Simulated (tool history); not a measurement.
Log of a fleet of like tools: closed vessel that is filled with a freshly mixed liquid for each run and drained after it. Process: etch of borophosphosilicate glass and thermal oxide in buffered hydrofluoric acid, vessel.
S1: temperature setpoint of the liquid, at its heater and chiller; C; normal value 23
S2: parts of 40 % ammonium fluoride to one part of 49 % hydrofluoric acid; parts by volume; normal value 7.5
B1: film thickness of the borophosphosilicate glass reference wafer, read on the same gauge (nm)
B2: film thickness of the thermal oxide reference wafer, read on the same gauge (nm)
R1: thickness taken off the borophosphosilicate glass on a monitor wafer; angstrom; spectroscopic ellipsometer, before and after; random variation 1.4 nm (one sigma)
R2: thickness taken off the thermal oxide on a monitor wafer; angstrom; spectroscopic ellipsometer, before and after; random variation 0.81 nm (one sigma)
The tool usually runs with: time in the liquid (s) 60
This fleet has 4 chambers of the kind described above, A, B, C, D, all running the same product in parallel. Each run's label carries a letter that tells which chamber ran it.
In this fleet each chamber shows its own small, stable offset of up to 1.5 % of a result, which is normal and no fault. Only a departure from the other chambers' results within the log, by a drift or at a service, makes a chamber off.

Run 1C, hour 4.1: usual settings; B1 50.007; B2 139.98. Result: R1 1747.20 angstrom, R2 893.39 angstrom.
Run 2D, hour 8.9: usual settings; B1 49.993; B2 140.03. Result: R1 1741.20 angstrom, R2 894.79 angstrom.
Run 3A, hour 12.3: usual settings; B1 50.025; B2 139.99. Result: R1 1764.60 angstrom, R2 899.72 angstrom.
Run 4B, hour 16.2: usual settings; B1 49.988; B2 139.99. Result: R1 1772.80 angstrom, R2 887.44 angstrom.
Run 5B, hour 22.4: usual settings; B1 50.002; B2 140.01. Result: R1 1770.50 angstrom, R2 882.01 angstrom.
Run 6D, hour 26.9: usual settings; B1 49.992; B2 139.98. Result: R1 1769.70 angstrom, R2 872.70 angstrom.
Run 7C, hour 30.3: usual settings; B1 49.980; B2 139.98. Result: R1 1742.10 angstrom, R2 891.25 angstrom.
Run 8A, hour 34.9: usual settings; B1 50.019; B2 139.99. Result: R1 1771.70 angstrom, R2 919.99 angstrom.
Run 9B, hour 40.7: usual settings but S2 9.5 parts by volume, time in the liquid (s) 70; B1 49.963; B2 140.00. Result: R1 1646.50 angstrom, R2 834.28 angstrom.
Run 10D, hour 45.5: usual settings but S2 9.5 parts by volume, time in the liquid (s) 70; B1 49.982; B2 140.01. Result: R1 1641.80 angstrom, R2 810.72 angstrom.
Run 11C, hour 50.3: usual settings but S2 9.5 parts by volume, time in the liquid (s) 70; B1 49.950; B2 139.98. Result: R1 1638.50 angstrom, R2 820.62 angstrom.
Run 12A, hour 53.3: usual settings but S2 9.5 parts by volume, time in the liquid (s) 70; B1 50.002; B2 140.05. Result: R1 1618.20 angstrom, R2 840.65 angstrom.
Run 13A, hour 57.7: usual settings; B1 50.003; B2 140.00. Result: R1 1760.70 angstrom, R2 891.18 angstrom.
Run 14C, hour 61.9: usual settings but S2 10.0 parts by volume, time in the liquid (s) 30; B1 50.005; B2 140.03. Result: R1 665.04 angstrom, R2 341.77 angstrom.
Run 15D, hour 65.2: usual settings but S2 10.0 parts by volume, time in the liquid (s) 30; B1 49.995; B2 140.02. Result: R1 670.48 angstrom, R2 336.27 angstrom.
Run 16B, hour 68.7: usual settings but S2 10.0 parts by volume, time in the liquid (s) 30; B1 50.033; B2 140.04. Result: R1 691.57 angstrom, R2 351.31 angstrom.
Run 17D, hour 75.1: usual settings but S2 10.0 parts by volume, time in the liquid (s) 30; B1 50.010; B2 139.98. Result: R1 671.04 angstrom, R2 338.11 angstrom.
Run 18C, hour 78.4: usual settings; B1 50.042; B2 140.01. Result: R1 1765.60 angstrom, R2 892.25 angstrom.
Run 19B, hour 83.4: usual settings; B1 49.986; B2 139.97. Result: R1 1832.60 angstrom, R2 934.97 angstrom.
Run 20A, hour 86.2: usual settings; B1 49.968; B2 140.02. Result: R1 1785.70 angstrom, R2 896.66 angstrom.
Run 21D, hour 92.2: usual settings; B1 49.965; B2 139.97. Result: R1 1772.60 angstrom, R2 880.40 angstrom.
Run 22A, hour 97.1: usual settings; B1 50.044; B2 140.02. Result: R1 1763.70 angstrom, R2 909.93 angstrom.
Run 23C, hour 103.4: usual settings; B1 50.011; B2 139.97. Result: R1 1750.20 angstrom, R2 883.46 angstrom.
Run 24B, hour 108.9: usual settings; B1 49.986; B2 140.00. Result: R1 1847.40 angstrom, R2 941.16 angstrom.
Run 25B, hour 113.8: usual settings; B1 50.028; B2 140.03. Result: R1 1882.70 angstrom, R2 959.29 angstrom.
Run 26D, hour 119.2: usual settings; B1 50.001; B2 140.02. Result: R1 1769.00 angstrom, R2 883.67 angstrom.
At hour 122.3: chamber B: thermometer replaced.
Run 27A, hour 125.5: usual settings; B1 50.026; B2 140.03. Result: R1 1770.10 angstrom, R2 897.45 angstrom.
Run 28C, hour 130.6: usual settings; B1 49.979; B2 140.00. Result: R1 1762.60 angstrom, R2 895.84 angstrom.
Run 29B, hour 136.4: usual settings; B1 49.957; B2 140.02. Result: R1 1912.60 angstrom, R2 942.58 angstrom.
Run 30C, hour 142.4: usual settings; B1 49.995; B2 139.99. Result: R1 1788.20 angstrom, R2 894.98 angstrom.
Run 31D, hour 145.9: usual settings; B1 49.951; B2 140.03. Result: R1 1792.40 angstrom, R2 878.42 angstrom.

Does one chamber stand apart from the rest, does the shared gauge drift, or is all well apart from small per-chamber offsets? Give the chamber and the most likely cause, where there is one.

One chamber, B, drifts off from the rest bit by bit.
Likeliest cause: hydrofluoric acid flow above the setpoint (%) = 6.51.

Here are 4 candidates for chamber B's next run, each the usual settings with a change, their results left as question marks. Which one brings its results back in line with what the others give on the usual settings?
In-line tolerance around the mean of the other chambers on the usual settings: R1 47.00 angstrom; R2 28.00 angstrom
Run 32B-1, hour 150.6: usual settings but S1 22.0 C, S2 7.0 parts by volume, time in the liquid (s) 55. Result: R1 ?, R2 ?.
Run 32B-2, hour 150.6: usual settings but S1 24.0 C, S2 8.0 parts by volume, time in the liquid (s) 65. Result: R1 ?, R2 ?.
Run 32B-3, hour 150.6: usual settings but S1 22.5 C. Result: R1 ?, R2 ?.
Run 32B-4, hour 150.6: usual settings but S1 23.5 C. Result: R1 ?, R2 ?.

The other chambers' mean on the usual settings: R1 1768.90 angstrom; R2 889.31 angstrom
  run       R1       R2
32B-1  1767.10   888.86
32B-2  2031.60  1025.60
32B-3  1858.90   936.52
32B-4  1961.10   988.74
32B-1 brings the chamber back in line.
